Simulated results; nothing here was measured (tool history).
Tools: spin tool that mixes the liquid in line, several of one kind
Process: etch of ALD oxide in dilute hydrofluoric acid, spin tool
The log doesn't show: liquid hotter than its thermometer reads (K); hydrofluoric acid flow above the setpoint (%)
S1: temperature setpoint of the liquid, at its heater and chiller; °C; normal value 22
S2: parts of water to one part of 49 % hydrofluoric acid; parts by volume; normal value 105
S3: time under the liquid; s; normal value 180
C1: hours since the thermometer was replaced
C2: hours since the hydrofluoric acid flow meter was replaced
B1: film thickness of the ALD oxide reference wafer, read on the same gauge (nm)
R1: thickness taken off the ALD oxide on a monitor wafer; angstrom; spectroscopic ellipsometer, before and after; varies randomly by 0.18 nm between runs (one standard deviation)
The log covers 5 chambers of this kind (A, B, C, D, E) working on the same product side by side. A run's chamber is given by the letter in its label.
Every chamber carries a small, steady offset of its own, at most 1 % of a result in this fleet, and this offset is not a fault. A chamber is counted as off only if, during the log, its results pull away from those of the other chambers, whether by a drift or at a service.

run	hour	S1	S2	S3	C1	C2	B1	R1
1B	5.6	22	105	180	1562	436.6	59.991	198.16
2E	13.9	22	105	180	1033.2	1138.1	59.997	197.33
3D	20.3	22	105	180	1012.4	909.8	59.966	197.76
4A	25.2	22	105	180	83.7	905.8	59.985	202.28
# hour 29.9: chamber C: thermometer replaced
5C	32	22	105	180	2.1	1190.5	59.993	198.38
6E	35.9	22	105	180	1055.2	1160.1	60	198.15
7A	42.8	22	105	180	101.3	923.4	59.991	197.79
8D	50.6	22	105	180	1042.7	940.1	60.001	196.04
9B	57.1	22	105	180	1613.5	488.1	59.973	195.56
10C	61.4	22	80	140	31.5	1219.9	59.968	208.99
11C	66.4	22	80	140	36.5	1224.9	60.033	209.51
12A	70.8	22	80	140	129.3	951.4	59.995	211.08
13E	77.5	22	80	140	1096.8	1201.7	60.01	208.43
14D	83	22	80	140	1075.1	972.5	60.038	209.26
15B	87.3	22	105	180	1643.7	518.3	59.98	197.46
16C	91.1	22	105	180	61.2	1249.6	60.018	195.26
17B	98.5	22	105	235	1654.9	529.5	60.003	254.99
18E	104.6	22	105	235	1123.9	1228.8	60.006	258.38
19D	112.7	22	105	235	1104.8	1002.2	60.023	265.74
20A	117.1	22	105	235	175.6	997.7	60.004	260.41
21A	123.1	22	105	235	181.6	1003.7	59.984	257.83
22C	128.7	25.5	105	245	98.8	1287.2	59.98	309.57
23D	134	25.5	105	245	1126.1	1023.5	59.991	316.01
24E	142.5	25.5	105	245	1161.8	1266.7	59.962	311.99
25B	148.3	25.5	105	245	1704.7	579.3	59.967	306.78
26D	152.6	25.5	105	245	1144.7	1042.1	59.995	323.42
27B	157.1	19	70	180	1713.5	588.1	60.041	269
# hour 162.8: chamber E: thermometer replaced
28E	163.1	19	70	180	0.4	1287.3	60.026	273.73
29C	168.3	19	70	180	138.4	1326.8	59.984	269.91
30A	174.1	19	70	180	232.6	1054.7	59.994	272.4
# hour 174.3: chamber D: thermometer replaced
31C	179.6	19	70	180	149.7	1338.1	59.946	273.46
32D	186.1	19	80	180	11.8	1075.6	59.956	251.11
33B	191.7	19	80	180	1748.1	622.7	60.013	234.63
34E	195.8	19	80	180	33.1	1320	60.037	232.49

Has any chamber moved away from the others, gradually or after a service, or does the common gauge drift, or do the chambers differ only by their own small steady offsets? State the chamber and the most likely cause if one applies.

It is chamber D that slowly wanders off from its peers.
What lies behind it: hydrofluoric acid flow above the setpoint (%) = 8.54.

Here are 4 candidates for chamber D's next run, each the usual settings with a change, their results left as question marks. Which one brings its results back in line with what the others give on the usual settings?
Maximum distance from the other chambers' mean on the usual settings for a result to count as in line: R1 6.4 angstrom
35D-1	201.8	22	110	175				?
35D-2	201.8	22	105	175				?
35D-3	201.8	22.5	105	180				?
35D-4	201.8	22	105	195				?

Average result of the remaining chambers running the usual settings: R1 198.11 angstrom
run	R1
35D-1	199.75
35D-2	210.54
35D-3	220.88
35D-4	234.61
It is 35D-1 that realigns the chamber with its peers.

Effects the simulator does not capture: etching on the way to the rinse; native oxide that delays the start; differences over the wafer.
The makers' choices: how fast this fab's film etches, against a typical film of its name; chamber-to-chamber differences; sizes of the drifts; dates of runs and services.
